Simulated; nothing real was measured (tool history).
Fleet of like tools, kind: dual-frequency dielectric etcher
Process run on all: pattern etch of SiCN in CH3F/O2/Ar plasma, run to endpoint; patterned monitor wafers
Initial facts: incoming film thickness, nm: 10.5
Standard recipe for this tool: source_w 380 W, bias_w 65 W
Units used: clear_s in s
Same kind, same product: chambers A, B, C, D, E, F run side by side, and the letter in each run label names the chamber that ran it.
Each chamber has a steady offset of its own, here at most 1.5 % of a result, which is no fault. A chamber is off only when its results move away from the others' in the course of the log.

run,hour,source_w,bias_w,hours since the last wet clean,hours since the last source power generator calibration,hours since the last bias power generator calibration,clear_s
1A,2.5,380,65,50.4,1384.3,2402.9,29.466
2F,6.0,380,65,414.3,791.8,677.8,30.156
3E,8.3,380,65,356.5,1902.8,4170.9,29.067
4B,11.3,380,65,132.9,795.8,2203.1,29.281
# hour 13.3: chamber E: wet clean of the chamber
5D,13.7,380,65,147.2,1262.4,3465.9,29.624
6C,17.7,380,65,338.1,457.3,1275.8,30.183
7D,19.9,380,65,153.4,1268.6,3472.1,30.129
8C,22.9,380,65,343.3,462.5,1281.0,29.495
9F,25.9,380,65,434.2,811.7,697.7,30.053
10A,28.8,330,73,76.7,1410.6,2429.2,30.061
11B,32.6,330,73,154.2,817.1,2224.4,30.109
12E,34.8,330,73,21.6,1929.3,4197.4,30.140
13B,37.5,330,73,159.1,822.0,2229.3,29.760
14A,40.8,330,73,88.7,1422.6,2441.2,30.140
15F,43.7,330,73,452.0,829.5,715.5,30.070
# hour 46.6: chamber F: wet clean of the chamber
16D,47.4,380,65,180.9,1296.1,3499.6,29.747
17E,51.3,380,65,38.1,1945.8,4213.9,29.347
18C,53.6,380,65,374.0,493.2,1311.7,29.651
19A,56.7,380,65,104.6,1438.5,2457.1,29.937
20F,58.8,380,59,12.2,844.6,730.6,32.494
21E,62.5,380,59,49.3,1957.0,4225.1,30.404
22D,65.0,380,59,198.5,1313.7,3517.2,30.975
23B,67.7,380,59,189.3,852.2,2259.5,30.556
24C,69.6,380,59,390.0,509.2,1327.7,30.880
25D,72.3,380,59,205.8,1321.0,3524.5,30.508
26E,75.9,380,65,62.7,1970.4,4238.5,29.395
27A,77.8,380,65,125.7,1459.6,2478.2,30.157
28B,81.7,380,65,203.3,866.2,2273.5,29.538
29C,85.9,380,65,406.3,525.5,1344.0,30.238
30F,89.4,380,65,42.8,875.2,761.2,31.064
31B,93.7,380,65,215.3,878.2,2285.5,29.626
32F,95.8,380,65,49.2,881.6,767.6,31.227
33A,99.2,380,65,147.1,1481.0,2499.6,29.582
34C,102.0,380,65,422.4,541.6,1360.1,29.608
35D,104.5,380,65,238.0,1353.2,3556.7,29.704
36E,107.3,350,53,94.1,2001.8,4269.9,33.056
37D,110.5,350,53,244.0,1359.2,3562.7,32.842
38B,113.6,350,53,235.2,898.1,2305.4,32.421

What goes on in this fleet: one chamber off, a drifting gauge, or nothing beyond the chambers' own small offsets? Name the chamber and the cause, if any.

The work done on chamber F during a service left it standing apart from the others.
Most likely cause: etch rate under this chamber's usual, % = 4.22.

Here are 4 candidates for chamber F's next run, each the usual settings with a change, their results left as question marks. Which one brings its results back in line with what the others give on the usual settings?
In line means no further than this from the other chambers' mean on the usual settings: clear_s 0.830 s
39F-1,116.7,350,61,,,,?
39F-2,116.7,430,65,,,,?
39F-3,116.7,440,73,,,,?
39F-4,116.7,280,65,,,,?

The other chambers' mean on the usual settings: clear_s 29.665 s
run,clear_s
39F-1,32.877
39F-2,29.777
39F-3,28.344
39F-4,34.920
39F-2 brings the chamber back in line.

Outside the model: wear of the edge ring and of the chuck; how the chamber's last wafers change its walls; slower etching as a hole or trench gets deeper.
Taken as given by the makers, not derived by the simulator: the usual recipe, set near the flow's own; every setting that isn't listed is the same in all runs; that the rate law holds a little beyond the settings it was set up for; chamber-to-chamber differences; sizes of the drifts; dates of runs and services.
